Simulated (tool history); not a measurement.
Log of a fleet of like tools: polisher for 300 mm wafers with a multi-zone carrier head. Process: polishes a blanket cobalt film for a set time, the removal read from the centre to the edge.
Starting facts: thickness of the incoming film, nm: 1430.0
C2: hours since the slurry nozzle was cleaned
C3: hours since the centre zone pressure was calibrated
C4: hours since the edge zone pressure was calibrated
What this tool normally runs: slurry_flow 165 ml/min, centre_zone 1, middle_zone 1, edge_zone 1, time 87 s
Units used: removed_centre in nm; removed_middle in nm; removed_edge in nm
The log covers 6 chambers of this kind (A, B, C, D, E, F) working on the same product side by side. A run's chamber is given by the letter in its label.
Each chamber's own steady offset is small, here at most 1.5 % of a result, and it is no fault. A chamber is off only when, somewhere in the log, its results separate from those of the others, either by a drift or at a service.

{"hour": 5.8, "done": "chamber E: edge zone pressure recalibrated"}
{"run": "1C", "hour": 6.2, "slurry_flow": 165, "centre_zone": 1, "middle_zone": 1, "edge_zone": 1, "time": 87, "wafers polished on this pad": 854, "C2": 111.8, "C3": 724.7, "C4": 423.9, "removed_centre": 273.61, "removed_middle": 275.9, "removed_edge": 275.96}
{"hour": 12.0, "done": "chamber D: worn pad replaced by a new one"}
{"run": "2A", "hour": 15.1, "slurry_flow": 165, "centre_zone": 1, "middle_zone": 1, "edge_zone": 1, "time": 87, "wafers polished on this pad": 98, "C2": 155.5, "C3": 69.8, "C4": 293, "removed_centre": 273.17, "removed_middle": 273.44, "removed_edge": 276.45}
{"run": "3B", "hour": 23.1, "slurry_flow": 165, "centre_zone": 1, "middle_zone": 1, "edge_zone": 1, "time": 87, "wafers polished on this pad": 338, "C2": 187.4, "C3": 387.6, "C4": 652.5, "removed_centre": 279.2, "removed_middle": 274.54, "removed_edge": 277.43}
{"run": "4F", "hour": 31.5, "slurry_flow": 165, "centre_zone": 1, "middle_zone": 1, "edge_zone": 1, "time": 87, "wafers polished on this pad": 732, "C2": 182.6, "C3": 361.6, "C4": 276.8, "removed_centre": 277.13, "removed_middle": 273.91, "removed_edge": 276.23}
{"run": "5E", "hour": 36.9, "slurry_flow": 165, "centre_zone": 1, "middle_zone": 1, "edge_zone": 1, "time": 87, "wafers polished on this pad": 507, "C2": 84.4, "C3": 741.2, "C4": 31.1, "removed_centre": 275.49, "removed_middle": 276.79, "removed_edge": 272.92}
{"run": "6D", "hour": 42.2, "slurry_flow": 165, "centre_zone": 1, "middle_zone": 1, "edge_zone": 1, "time": 87, "wafers polished on this pad": 188, "C2": 118.4, "C3": 406.3, "C4": 285.6, "removed_centre": 273.43, "removed_middle": 275.57, "removed_edge": 276.01}
{"run": "7D", "hour": 49.4, "slurry_flow": 165, "centre_zone": 1.09, "middle_zone": 0.95, "edge_zone": 1, "time": 87, "wafers polished on this pad": 232, "C2": 125.6, "C3": 413.5, "C4": 292.8, "removed_centre": 306.13, "removed_middle": 262.79, "removed_edge": 276.02}
{"hour": 53.2, "done": "chamber E: worn pad replaced by a new one"}
{"hour": 55.8, "done": "chamber B: worn pad replaced by a new one"}
{"run": "8E", "hour": 56.7, "slurry_flow": 165, "centre_zone": 1.09, "middle_zone": 0.95, "edge_zone": 1, "time": 87, "wafers polished on this pad": 22, "C2": 104.2, "C3": 761, "C4": 50.9, "removed_centre": 305.18, "removed_middle": 264.98, "removed_edge": 275.48}
{"run": "9B", "hour": 63.4, "slurry_flow": 165, "centre_zone": 1.09, "middle_zone": 0.95, "edge_zone": 1, "time": 87, "wafers polished on this pad": 47, "C2": 227.7, "C3": 427.9, "C4": 692.8, "removed_centre": 308.04, "removed_middle": 259.14, "removed_edge": 279.18}
{"run": "10A", "hour": 68.3, "slurry_flow": 165, "centre_zone": 1.09, "middle_zone": 0.95, "edge_zone": 1, "time": 87, "wafers polished on this pad": 429, "C2": 208.7, "C3": 123, "C4": 346.2, "removed_centre": 305.04, "removed_middle": 263.08, "removed_edge": 271.21}
{"hour": 69.7, "done": "chamber C: worn pad replaced by a new one"}
{"run": "11C", "hour": 77.6, "slurry_flow": 165, "centre_zone": 1.09, "middle_zone": 0.95, "edge_zone": 1, "time": 87, "wafers polished on this pad": 49, "C2": 183.2, "C3": 796.1, "C4": 495.3, "removed_centre": 302.96, "removed_middle": 262.97, "removed_edge": 276.33}
{"hour": 84.0, "done": "chamber A: worn pad replaced by a new one"}
{"hour": 86.3, "done": "chamber B: edge zone pressure recalibrated"}
{"run": "12F", "hour": 87.8, "slurry_flow": 165, "centre_zone": 1.09, "middle_zone": 0.95, "edge_zone": 1, "time": 87, "wafers polished on this pad": 1082, "C2": 238.9, "C3": 417.9, "C4": 333.1, "removed_centre": 305.72, "removed_middle": 263.77, "removed_edge": 280.92}
{"run": "13C", "hour": 93.3, "slurry_flow": 165, "centre_zone": 1, "middle_zone": 1, "edge_zone": 1, "time": 87, "wafers polished on this pad": 147, "C2": 198.9, "C3": 811.8, "C4": 511, "removed_centre": 274.77, "removed_middle": 275.08, "removed_edge": 279.2}
{"hour": 95.6, "done": "chamber D: worn pad replaced by a new one"}
{"run": "14F", "hour": 99.4, "slurry_flow": 165, "centre_zone": 1.05, "middle_zone": 1.05, "edge_zone": 1, "time": 87, "wafers polished on this pad": 1155, "C2": 250.5, "C3": 429.5, "C4": 344.7, "removed_centre": 298.68, "removed_middle": 286.2, "removed_edge": 278.24}
{"run": "15E", "hour": 106.9, "slurry_flow": 165, "centre_zone": 1.05, "middle_zone": 1.05, "edge_zone": 1, "time": 87, "wafers polished on this pad": 334, "C2": 154.4, "C3": 811.2, "C4": 101.1, "removed_centre": 296.41, "removed_middle": 284.32, "removed_edge": 274.1}
{"run": "16B", "hour": 113.1, "slurry_flow": 165, "centre_zone": 1.05, "middle_zone": 1.05, "edge_zone": 1, "time": 87, "wafers polished on this pad": 356, "C2": 277.4, "C3": 477.6, "C4": 26.9, "removed_centre": 289.54, "removed_middle": 288.33, "removed_edge": 279.67}
{"run": "17D", "hour": 120.0, "slurry_flow": 165, "centre_zone": 1.05, "middle_zone": 1.05, "edge_zone": 1, "time": 87, "wafers polished on this pad": 151, "C2": 196.2, "C3": 484.1, "C4": 363.4, "removed_centre": 291.46, "removed_middle": 284.41, "removed_edge": 277.6}
{"run": "18A", "hour": 127.7, "slurry_flow": 165, "centre_zone": 1.05, "middle_zone": 1.05, "edge_zone": 1, "time": 87, "wafers polished on this pad": 272, "C2": 268.1, "C3": 182.4, "C4": 405.6, "removed_centre": 292.33, "removed_middle": 287.25, "removed_edge": 276.58}
{"run": "19C", "hour": 136.7, "slurry_flow": 165, "centre_zone": 1.05, "middle_zone": 1.05, "edge_zone": 1, "time": 87, "wafers polished on this pad": 417, "C2": 242.3, "C3": 855.2, "C4": 554.4, "removed_centre": 287.79, "removed_middle": 287.32, "removed_edge": 276.57}
{"hour": 142.5, "done": "chamber E: worn pad replaced by a new one"}
{"run": "20F", "hour": 143.4, "slurry_flow": 165, "centre_zone": 1, "middle_zone": 1, "edge_zone": 1, "time": 87, "wafers polished on this pad": 1428, "C2": 294.5, "C3": 473.5, "C4": 388.7, "removed_centre": 273.4, "removed_middle": 271.24, "removed_edge": 275.15}
{"hour": 145.7, "done": "chamber E: centre zone pressure recalibrated"}
{"hour": 145.9, "done": "chamber F: worn pad replaced by a new one"}
{"run": "21D", "hour": 151.0, "slurry_flow": 165, "centre_zone": 1, "middle_zone": 1, "edge_zone": 1, "time": 87, "wafers polished on this pad": 344, "C2": 227.2, "C3": 515.1, "C4": 394.4, "removed_centre": 273.9, "removed_middle": 275.77, "removed_edge": 274.6}
{"hour": 156.2, "done": "chamber B: worn pad replaced by a new one"}
{"run": "22A", "hour": 160.3, "slurry_flow": 165, "centre_zone": 1, "middle_zone": 1, "edge_zone": 1, "time": 87, "wafers polished on this pad": 474, "C2": 300.7, "C3": 215, "C4": 438.2, "removed_centre": 275.24, "removed_middle": 274.18, "removed_edge": 273.8}
{"run": "23B", "hour": 166.8, "slurry_flow": 165, "centre_zone": 1, "middle_zone": 1, "edge_zone": 1, "time": 87, "wafers polished on this pad": 66, "C2": 331.1, "C3": 531.3, "C4": 80.6, "removed_centre": 269.93, "removed_middle": 271.04, "removed_edge": 278.12}
{"run": "24E", "hour": 172.5, "slurry_flow": 185, "centre_zone": 1, "middle_zone": 1, "edge_zone": 0.95, "time": 87, "wafers polished on this pad": 186, "C2": 220, "C3": 26.9, "C4": 166.7, "removed_centre": 278.55, "removed_middle": 279.05, "removed_edge": 274.97}
{"hour": 174.7, "done": "chamber A: worn pad replaced by a new one"}
{"run": "25B", "hour": 177.2, "slurry_flow": 185, "centre_zone": 1, "middle_zone": 1, "edge_zone": 0.95, "time": 87, "wafers polished on this pad": 130, "C2": 341.5, "C3": 541.7, "C4": 91, "removed_centre": 275.04, "removed_middle": 278.36, "removed_edge": 273.06}
{"run": "26A", "hour": 185.0, "slurry_flow": 185, "centre_zone": 1, "middle_zone": 1, "edge_zone": 0.95, "time": 87, "wafers polished on this pad": 64, "C2": 325.4, "C3": 239.7, "C4": 462.9, "removed_centre": 283.14, "removed_middle": 282.58, "removed_edge": 269.3}
{"hour": 188.3, "done": "chamber D: centre zone pressure recalibrated"}
{"hour": 188.6, "done": "chamber D: worn pad replaced by a new one"}
{"run": "27E", "hour": 192.2, "slurry_flow": 185, "centre_zone": 1, "middle_zone": 1, "edge_zone": 0.95, "time": 87, "wafers polished on this pad": 309, "C2": 239.7, "C3": 46.6, "C4": 186.4, "removed_centre": 284.81, "removed_middle": 277.54, "removed_edge": 274.48}
{"run": "28F", "hour": 198.1, "slurry_flow": 185, "centre_zone": 1, "middle_zone": 1, "edge_zone": 0.95, "time": 87, "wafers polished on this pad": 324, "C2": 349.2, "C3": 528.2, "C4": 443.4, "removed_centre": 273.77, "removed_middle": 279.59, "removed_edge": 273.29}
{"run": "29C", "hour": 204.8, "slurry_flow": 185, "centre_zone": 1, "middle_zone": 1, "edge_zone": 0.95, "time": 87, "wafers polished on this pad": 840, "C2": 310.4, "C3": 923.3, "C4": 622.5, "removed_centre": 280.38, "removed_middle": 279.48, "removed_edge": 271.5}
{"run": "30D", "hour": 210.6, "slurry_flow": 165, "centre_zone": 1, "middle_zone": 1, "edge_zone": 1, "time": 87, "wafers polished on this pad": 137, "C2": 286.8, "C3": 22.3, "C4": 454, "removed_centre": 278.93, "removed_middle": 280.77, "removed_edge": 277.03}
{"run": "31F", "hour": 215.5, "slurry_flow": 165, "centre_zone": 1, "middle_zone": 0.93, "edge_zone": 1, "time": 87, "wafers polished on this pad": 432, "C2": 366.6, "C3": 545.6, "C4": 460.8, "removed_centre": 271.29, "removed_middle": 252.45, "removed_edge": 277.86}
{"run": "32C", "hour": 224.4, "slurry_flow": 165, "centre_zone": 1, "middle_zone": 0.93, "edge_zone": 1, "time": 87, "wafers polished on this pad": 962, "C2": 330, "C3": 942.9, "C4": 642.1, "removed_centre": 275.78, "removed_middle": 255.57, "removed_edge": 280.76}
{"run": "33A", "hour": 231.3, "slurry_flow": 165, "centre_zone": 1, "middle_zone": 0.93, "edge_zone": 1, "time": 87, "wafers polished on this pad": 352, "C2": 371.7, "C3": 286, "C4": 509.2, "removed_centre": 270.24, "removed_middle": 257.61, "removed_edge": 270.51}
{"hour": 236.4, "done": "chamber E: worn pad replaced by a new one"}
{"hour": 236.9, "done": "chamber F: centre zone pressure recalibrated"}
{"hour": 237.2, "done": "chamber B: worn pad replaced by a new one"}
{"run": "34D", "hour": 240.5, "slurry_flow": 165, "centre_zone": 1, "middle_zone": 0.93, "edge_zone": 1, "time": 87, "wafers polished on this pad": 323, "C2": 316.7, "C3": 52.2, "C4": 483.9, "removed_centre": 271.85, "removed_middle": 257.81, "removed_edge": 275.95}
{"run": "35B", "hour": 245.9, "slurry_flow": 165, "centre_zone": 1, "middle_zone": 0.93, "edge_zone": 1, "time": 87, "wafers polished on this pad": 54, "C2": 410.2, "C3": 610.4, "C4": 159.7, "removed_centre": 262.71, "removed_middle": 256.21, "removed_edge": 277.85}
{"hour": 246.6, "done": "chamber B: slurry nozzle cleaned"}
{"run": "36E", "hour": 255.7, "slurry_flow": 165, "centre_zone": 1, "middle_zone": 0.93, "edge_zone": 1, "time": 87, "wafers polished on this pad": 120, "C2": 303.2, "C3": 110.1, "C4": 249.9, "removed_centre": 280.17, "removed_middle": 253.19, "removed_edge": 276.07}
{"run": "37F", "hour": 262.5, "slurry_flow": 165, "centre_zone": 1, "middle_zone": 1, "edge_zone": 1, "time": 87, "wafers polished on this pad": 725, "C2": 413.6, "C3": 25.6, "C4": 507.8, "removed_centre": 274.24, "removed_middle": 272.88, "removed_edge": 273.08}
{"run": "38D", "hour": 267.0, "slurry_flow": 165, "centre_zone": 1, "middle_zone": 1, "edge_zone": 1, "time": 87, "wafers polished on this pad": 488, "C2": 343.2, "C3": 78.7, "C4": 510.4, "removed_centre": 271.59, "removed_middle": 275.81, "removed_edge": 274.06}
{"hour": 268.4, "done": "chamber C: worn pad replaced by a new one"}
{"hour": 272.5, "done": "chamber A: worn pad replaced by a new one"}
{"run": "39A", "hour": 273.8, "slurry_flow": 195, "centre_zone": 1.11, "middle_zone": 1, "edge_zone": 1, "time": 87, "wafers polished on this pad": 8, "C2": 414.2, "C3": 328.5, "C4": 551.7, "removed_centre": 315.33, "removed_middle": 281.02, "removed_edge": 277.11}
{"hour": 277.5, "done": "chamber C: slurry nozzle cleaned"}
{"run": "40C", "hour": 280.8, "slurry_flow": 195, "centre_zone": 1.11, "middle_zone": 1, "edge_zone": 1, "time": 87, "wafers polished on this pad": 77, "C2": 3.4, "C3": 999.3, "C4": 698.5, "removed_centre": 318.92, "removed_middle": 281.78, "removed_edge": 284.93}
{"run": "41E", "hour": 287.0, "slurry_flow": 195, "centre_zone": 1.11, "middle_zone": 1, "edge_zone": 1, "time": 87, "wafers polished on this pad": 314, "C2": 334.5, "C3": 141.4, "C4": 281.2, "removed_centre": 326.22, "removed_middle": 279.71, "removed_edge": 282}
{"run": "42B", "hour": 293.0, "slurry_flow": 195, "centre_zone": 1.11, "middle_zone": 1, "edge_zone": 1, "time": 87, "wafers polished on this pad": 347, "C2": 46.4, "C3": 657.5, "C4": 206.8, "removed_centre": 318.71, "removed_middle": 283.74, "removed_edge": 285.04}

What goes on in this fleet: one chamber off, a drifting gauge, or nothing beyond the chambers' own small offsets? Name the chamber and the cause, if any.

No chamber is off and the gauge is stable; the differences are just each chamber's small, constant offset.
